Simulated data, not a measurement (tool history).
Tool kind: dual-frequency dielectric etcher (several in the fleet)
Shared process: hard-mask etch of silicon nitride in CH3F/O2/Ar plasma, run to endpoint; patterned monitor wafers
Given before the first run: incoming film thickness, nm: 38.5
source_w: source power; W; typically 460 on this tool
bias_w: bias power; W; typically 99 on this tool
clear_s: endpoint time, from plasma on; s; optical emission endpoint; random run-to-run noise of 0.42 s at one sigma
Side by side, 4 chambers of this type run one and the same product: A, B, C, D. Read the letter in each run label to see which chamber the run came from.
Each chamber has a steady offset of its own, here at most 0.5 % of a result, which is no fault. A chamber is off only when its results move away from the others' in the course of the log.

run,hour,source_w,bias_w,hours since the last wet clean,hours since the last source power generator calibration,hours since the last bias power generator calibration,clear_s
1D,8.1,460,99,126.9,1018.7,2599.4,48.007
2A,18.7,460,99,161.2,1564.1,3994.3,47.034
# hour 22.8: chamber C: wet clean of the chamber
3B,27.3,460,99,207.4,3925.7,3362.8,46.842
4C,38.1,460,99,15.4,1548.4,1400.1,46.859
5D,44,460,80,162.8,1054.6,2635.3,51.178
6B,51.2,460,80,231.3,3949.6,3386.7,50.67
7A,60.2,460,80,202.7,1605.6,4035.8,51.327
8C,68.5,460,80,45.8,1578.8,1430.5,50.387
9B,76.8,460,99,256.9,3975.2,3412.3,46.972
10A,86.5,460,99,229,1631.9,4062.1,46.766
11D,94.2,360,78,213,1104.8,2685.5,56.599
12C,104.7,360,78,82,1615,1466.7,56.229
# hour 111.3: chamber B: bias power generator calibrated
13C,115.8,360,78,93.1,1626.1,1477.8,55.724
14B,121.4,360,78,301.5,4019.8,10.2,56.464
15A,128.7,380,118,271.2,1674.1,4104.3,47.523
16D,138.4,380,118,257.2,1149,2729.7,47.931
17C,147,380,118,124.3,1657.3,1509,47.253
18A,155.2,380,118,297.7,1700.6,4130.8,46.912
# hour 162.4: chamber B: wet clean of the chamber
19B,162.7,460,99,0.4,4061.1,51.5,47.67
20D,172.4,460,99,291.2,1183,2763.7,46.674
21B,180.5,460,80,18.2,4078.9,69.3,51.422
22D,188.4,460,80,307.2,1199,2779.7,51.407
23A,196.6,460,80,339.1,1742,4172.2,50.104
24C,207,460,80,184.3,1717.3,1569,50.38
25D,218,460,99,336.8,1228.6,2809.3,47.5
26C,225.5,460,99,202.8,1735.8,1587.5,47.174
27B,236,460,99,73.7,4134.4,124.8,46.943
28A,243.5,460,99,386,1788.9,4219.1,47.094
29C,248.8,460,99,226.1,1759.1,1610.8,47.283
30A,254.7,460,99,397.2,1800.1,4230.3,47.175
31D,265.5,460,99,384.3,1276.1,2856.8,47.888
32B,271.2,460,99,108.9,4169.6,160,47.34
33B,283.1,460,99,120.8,4181.5,171.9,46.954
34A,289.6,460,99,432.1,1835,4265.2,47.469
35C,296.6,460,99,273.9,1806.9,1658.6,46.801
36D,305.4,460,99,424.2,1316,2896.7,46.954
37A,316.5,460,99,459,1861.9,4292.1,47.158
38C,322.1,460,99,299.4,1832.4,1684.1,47.087
39B,327.5,540,99,165.2,4225.9,216.3,44.782

Has any chamber moved away from the others, gradually or after a service, or does the common gauge drift, or do the chambers differ only by their own small steady offsets? State the chamber and the most likely cause if one applies.

Nothing is wrong: each chamber keeps only its own small, steady offset and the gauge holds still.
